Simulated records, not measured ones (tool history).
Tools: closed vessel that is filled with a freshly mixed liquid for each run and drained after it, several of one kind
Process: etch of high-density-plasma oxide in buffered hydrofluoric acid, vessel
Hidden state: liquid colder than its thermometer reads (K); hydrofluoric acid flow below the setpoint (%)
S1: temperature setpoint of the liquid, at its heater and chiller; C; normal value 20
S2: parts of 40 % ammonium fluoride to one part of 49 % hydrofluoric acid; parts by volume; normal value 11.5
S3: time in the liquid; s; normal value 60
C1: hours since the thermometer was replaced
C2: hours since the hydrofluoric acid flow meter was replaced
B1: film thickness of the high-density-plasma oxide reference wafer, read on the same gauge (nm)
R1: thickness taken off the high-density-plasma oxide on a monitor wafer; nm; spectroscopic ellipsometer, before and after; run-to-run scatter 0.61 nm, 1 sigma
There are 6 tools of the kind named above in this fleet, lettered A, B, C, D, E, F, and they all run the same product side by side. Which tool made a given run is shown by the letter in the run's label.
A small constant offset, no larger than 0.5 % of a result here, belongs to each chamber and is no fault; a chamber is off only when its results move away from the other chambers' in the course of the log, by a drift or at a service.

run,hour,S1,S2,S3,C1,C2,B1,R1
1D,3.8,20,11.5,60,886.3,62.5,50.024,67.332
2A,6.9,20,11.5,60,798.3,866.1,49.986,66.896
3F,10.7,20,11.5,60,547.6,264.5,49.991,66.399
4C,15.2,20,11.5,60,1501.9,787.2,50.033,65.899
5E,19.3,20,11.5,60,411.1,859.6,49.985,67.052
# hour 21.8: chamber C: thermometer replaced
6B,22.2,20,11.5,60,320.2,676.2,50.001,67.418
7A,26.1,23.5,8.5,60,817.5,885.3,49.988,105.06
8E,29.2,23.5,8.5,60,421,869.5,50.016,105.61
9B,33.6,23.5,8.5,60,331.6,687.6,50.001,104.35
10D,35.9,23.5,8.5,60,918.4,94.6,50.018,105.75
11C,39,23.5,8.5,60,17.2,811,50.011,104.18
12F,42.1,23.5,8.5,60,579,295.9,50.007,103.24
13B,44.2,20,11.5,60,342.2,698.2,49.985,66.706
14F,47.6,20,16,60,584.5,301.4,50.001,48.374
15A,50.7,20,16,60,842.1,909.9,50.017,48.981
16E,53.1,20,16,60,444.9,893.4,49.997,47.479
17D,55.9,20,16,60,938.4,114.6,49.995,48.557
18C,58.2,20,16,60,36.4,830.2,50.013,48.503
19D,62,20,16,60,944.5,120.7,49.994,48.527
20F,65.8,20,11.5,60,602.7,319.6,50.032,67.538
21C,69.1,20,11.5,60,47.3,841.1,49.998,66.644
22B,72,20,11.5,60,370,726,50.002,67.808
23A,74,20,9,60,865.4,933.2,50.032,81.418
24E,78.1,20,9,60,469.9,918.4,49.991,79.591
25D,82.6,20,9,60,965.1,141.3,49.99,81.178
26E,86,20,9,60,477.8,926.3,49.999,77.847
27C,88.8,20,9,60,67,860.8,49.995,81.198
28B,92.6,20,9,60,390.6,746.6,50.002,81.073
29F,97.1,20,8.5,95,634,350.9,50.022,138.45
30A,100.8,20,8.5,95,892.2,960,49.99,136.19
31A,103.1,20,8.5,95,894.5,962.3,49.99,135.28
32F,105.3,20,8.5,95,642.2,359.1,49.993,138.1
33C,108,20,8.5,95,86.2,880,49.982,136.18
34B,111,20,8.5,95,409,765,50,136.27
35D,115.5,20,11.5,60,998,174.2,50.009,66.949
36E,118.4,20,11.5,60,510.2,958.7,50.011,61.881

Next, every chamber runs the same settings. What will each give?
37A,121.8,20,11.5,60,,,,?
37B,121.8,20,11.5,60,,,,?
37C,121.8,20,11.5,60,,,,?
37D,121.8,20,11.5,60,,,,?
37E,121.8,20,11.5,60,,,,?
37F,121.8,20,11.5,60,,,,?

run,R1
37A,66.733
37B,67.04
37C,66.714
37D,67.612
37E,62.532
37F,66.393
